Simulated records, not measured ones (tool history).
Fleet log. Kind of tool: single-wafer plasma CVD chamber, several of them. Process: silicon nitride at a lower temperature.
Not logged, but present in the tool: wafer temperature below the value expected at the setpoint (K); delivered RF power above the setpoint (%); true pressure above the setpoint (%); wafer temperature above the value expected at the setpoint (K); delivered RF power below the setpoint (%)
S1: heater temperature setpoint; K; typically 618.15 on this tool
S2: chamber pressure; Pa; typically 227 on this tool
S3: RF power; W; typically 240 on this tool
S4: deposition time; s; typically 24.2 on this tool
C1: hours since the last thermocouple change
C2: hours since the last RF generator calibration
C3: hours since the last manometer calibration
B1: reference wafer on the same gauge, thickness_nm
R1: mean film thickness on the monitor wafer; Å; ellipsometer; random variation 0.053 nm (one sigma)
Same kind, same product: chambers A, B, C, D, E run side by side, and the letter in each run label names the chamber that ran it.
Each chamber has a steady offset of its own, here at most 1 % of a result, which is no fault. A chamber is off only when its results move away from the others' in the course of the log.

| run | hour | S1 | S2 | S3 | S4 | C1 | C2 | C3 | B1 | R1 |
|---|---|---|---|---|---|---|---|---|---|---|
| 1C | 15.9 | 618.15 | 227 | 240 | 24.2 | 771.4 | 1178.6 | 940.8 | 20.906 | 249.32 |
|  | 19.8 | chamber E: capacitance manometer re-zeroed and calibrated |
| 2D | 27.4 | 618.15 | 227 | 240 | 24.2 | 1814.6 | 1513.7 | 93.5 | 20.915 | 250.36 |
| 3A | 38.3 | 618.15 | 227 | 240 | 24.2 | 1526.0 | 618.4 | 1548.8 | 20.912 | 248.06 |
| 4E | 46.8 | 618.15 | 227 | 240 | 24.2 | 346.2 | 795.3 | 27.1 | 20.884 | 248.60 |
| 5B | 56.6 | 618.15 | 227 | 240 | 24.2 | 640.8 | 798.7 | 561.5 | 20.902 | 248.11 |
| 6A | 65.1 | 618.15 | 227 | 240 | 24.2 | 1552.8 | 645.2 | 1575.6 | 20.903 | 248.61 |
| 7D | 72.9 | 627.15 | 227 | 240 | 24.2 | 1860.1 | 1559.2 | 139.0 | 20.901 | 249.37 |
|  | 78.7 | chamber D: thermocouple changed; heater temperature recalibrated |
| 8E | 83.1 | 627.15 | 227 | 240 | 24.2 | 382.5 | 831.6 | 63.4 | 20.890 | 248.11 |
|  | 92.1 | chamber B: RF generator calibrated |
| 9B | 98.9 | 627.15 | 227 | 240 | 24.2 | 683.1 | 6.9 | 603.8 | 20.889 | 247.37 |
|  | 99.0 | chamber C: thermocouple changed; heater temperature recalibrated |
| 10C | 108.9 | 627.15 | 227 | 240 | 24.2 | 10.0 | 1271.6 | 1033.8 | 20.905 | 248.02 |
|  | 114.0 | chamber D: RF generator calibrated |
| 11C | 117.8 | 627.15 | 227 | 240 | 24.2 | 18.9 | 1280.5 | 1042.7 | 20.892 | 247.77 |
| 12B | 129.5 | 618.15 | 227 | 240 | 24.2 | 713.7 | 37.5 | 634.4 | 20.904 | 247.83 |
| 13A | 144.3 | 618.15 | 227 | 240 | 24.2 | 1632.0 | 724.4 | 1654.8 | 20.912 | 248.95 |
| 14D | 157.3 | 618.15 | 227 | 240 | 24.2 | 78.6 | 43.4 | 223.4 | 20.908 | 250.32 |
|  | 163.3 | chamber A: thermocouple changed; heater temperature recalibrated |
| 15E | 173.3 | 618.15 | 227 | 240 | 24.2 | 472.7 | 921.8 | 153.6 | 20.916 | 249.11 |
| 16D | 188.6 | 618.15 | 227 | 240 | 24.2 | 109.9 | 74.7 | 254.7 | 20.891 | 249.75 |
| 17C | 198.4 | 618.15 | 227 | 240 | 24.2 | 99.5 | 1361.1 | 1123.3 | 20.898 | 249.64 |
| 18A | 212.5 | 618.15 | 227 | 240 | 24.2 | 49.3 | 792.6 | 1723.0 | 20.907 | 249.00 |
| 19E | 226.5 | 607.15 | 227 | 240 | 25.7 | 525.9 | 975.0 | 206.8 | 20.904 | 264.90 |
| 20B | 242.8 | 607.15 | 227 | 240 | 25.7 | 827.0 | 150.8 | 747.7 | 20.898 | 264.99 |
| 21B | 250.7 | 607.15 | 227 | 240 | 25.7 | 834.9 | 158.7 | 755.6 | 20.912 | 263.70 |
| 22E | 265.5 | 607.15 | 227 | 240 | 25.7 | 564.9 | 1014.0 | 245.8 | 20.901 | 263.87 |
| 23A | 273.8 | 607.15 | 227 | 240 | 25.7 | 110.6 | 853.9 | 1784.3 | 20.888 | 265.03 |
| 24D | 281.1 | 618.15 | 227 | 240 | 24.2 | 202.4 | 167.2 | 347.2 | 20.906 | 249.93 |
| 25C | 289.2 | 618.15 | 227 | 240 | 24.2 | 190.3 | 1451.9 | 1214.1 | 20.909 | 250.13 |
| 26B | 300.3 | 606.15 | 227 | 260 | 24.2 | 884.5 | 208.3 | 805.2 | 20.903 | 262.50 |
| 27C | 313.0 | 606.15 | 227 | 260 | 24.2 | 214.1 | 1475.7 | 1237.9 | 20.909 | 264.17 |
| 28A | 328.3 | 606.15 | 227 | 260 | 24.2 | 165.1 | 908.4 | 1838.8 | 20.891 | 264.27 |
| 29E | 337.7 | 606.15 | 227 | 260 | 24.2 | 637.1 | 1086.2 | 318.0 | 20.907 | 264.83 |
| 30D | 348.4 | 606.15 | 227 | 260 | 24.2 | 269.7 | 234.5 | 414.5 | 20.905 | 264.26 |

Next, all 5 chambers run the settings below, one line each with question marks for the results. What does each chamber give?
| 31A | 360.0 | 618.15 | 227 | 240 | 25.8 |  |  |  |  | ? |
| 31B | 360.0 | 618.15 | 227 | 240 | 25.8 |  |  |  |  | ? |
| 31C | 360.0 | 618.15 | 227 | 240 | 25.8 |  |  |  |  | ? |
| 31D | 360.0 | 618.15 | 227 | 240 | 25.8 |  |  |  |  | ? |
| 31E | 360.0 | 618.15 | 227 | 240 | 25.8 |  |  |  |  | ? |

| run | R1 |
|---|---|
| 31A | 265.15 |
| 31B | 263.85 |
| 31C | 264.74 |
| 31D | 266.74 |
| 31E | 266.33 |
